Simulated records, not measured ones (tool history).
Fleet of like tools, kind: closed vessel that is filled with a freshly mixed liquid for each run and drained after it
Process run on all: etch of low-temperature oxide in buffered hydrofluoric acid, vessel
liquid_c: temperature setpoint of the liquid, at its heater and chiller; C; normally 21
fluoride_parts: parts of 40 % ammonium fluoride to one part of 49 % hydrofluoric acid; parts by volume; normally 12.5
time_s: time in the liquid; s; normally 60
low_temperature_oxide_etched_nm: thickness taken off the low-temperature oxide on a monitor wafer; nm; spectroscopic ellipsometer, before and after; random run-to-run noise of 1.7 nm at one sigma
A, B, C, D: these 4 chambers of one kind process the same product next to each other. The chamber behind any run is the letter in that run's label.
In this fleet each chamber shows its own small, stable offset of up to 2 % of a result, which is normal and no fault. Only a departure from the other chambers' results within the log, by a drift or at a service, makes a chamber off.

run	hour	liquid_c	fluoride_parts	time_s	read-back film thickness of the low-temperature oxide reference wafer, read on the same gauge (nm)	low_temperature_oxide_etched_nm
1A	10.4	21	12.5	60	120	190.02
2D	19.8	21	12.5	60	119.99	190.74
# hour 26.4: chamber D: hydrofluoric acid flow meter replaced
3B	27.6	21	12.5	60	120.01	190.17
4C	35.3	21	12.5	60	119.99	187.19
5D	45.2	21	12.5	60	119.97	191.25
6B	50.3	21	12.5	60	119.96	192.04
7A	57	21	12.5	60	119.99	186.78
8C	61.8	21	12.5	60	119.99	188.74
9B	69.8	21	12.5	60	119.99	190.84
10A	77.4	21	12.5	60	120	189.24
11D	87	21	12.5	60	120	190.51
12C	95.5	21	12.5	60	120.01	192.94
13A	101.4	21	9.5	90	120	365
14C	109.4	21	9.5	90	120	360.76
15D	115.2	21	9.5	90	120.03	367.94
16B	124.7	21	9.5	90	120.03	377.88
17D	132.5	21	12.5	60	119.98	190.95
18A	137.8	17	12.5	40	120	100.86
19C	143	17	12.5	40	119.99	100.05
20B	150.5	17	12.5	40	120.01	104.93
21B	159.7	17	12.5	40	120.01	105.43
22D	169.1	21	12.5	60	120	190.1
23C	179.8	21	12.5	60	120	190.85
24A	188	21	12.5	35	119.99	109.8
25A	194.4	21	12.5	35	119.97	110.39
26B	204.5	21	12.5	35	120.01	114.82
27D	214.5	21	12.5	35	120	112.19
28C	223.3	21	12.5	60	119.97	191.88
29D	228.7	21	12.5	60	119.98	188.63
30B	234	21	12.5	60	120.01	199.23
31A	241	21	12.5	60	119.99	190.13
32C	251.4	21	12.5	60	119.96	189.14
33D	262.2	21	12.5	60	119.99	189.21
34B	268.8	21	12.5	60	120.01	202.99
35C	278.4	21	12.5	45	120.02	139.52
36A	288.2	21	12.5	45	120.02	141.31
37C	295.7	21	12.5	45	120	142.92

Is one chamber off against the others, does the gauge drift, or is nothing wrong? If a chamber is off, say which, and what the likeliest cause is.

Little by little, chamber B moves away from the other chambers.
Most likely cause: liquid hotter than its thermometer reads (K) = 1.22.
The log may not separate it from: hydrofluoric acid flow above the setpoint (%).

Which of the 4 candidates below, each the usual settings with something changed and its results left as question marks, puts chamber B back in line with what the other chambers give on the usual settings?
Counts as in line when no further than this from what the other chambers average on the usual settings: low_temperature_oxide_etched_nm 5.8 nm
38B-1	303.6	21	12.5	65		?
38B-2	303.6	19.5	12.5	60		?
38B-3	303.6	21.5	12.5	60		?
38B-4	303.6	20.5	12.5	60		?

Usual-settings mean across the other chambers: low_temperature_oxide_etched_nm 189.64 nm
run	low_temperature_oxide_etched_nm
38B-1	220.95
38B-2	187.77
38B-3	209.54
38B-4	198.39
38B-2 is the one that brings the chamber's results back in line with the other chambers.
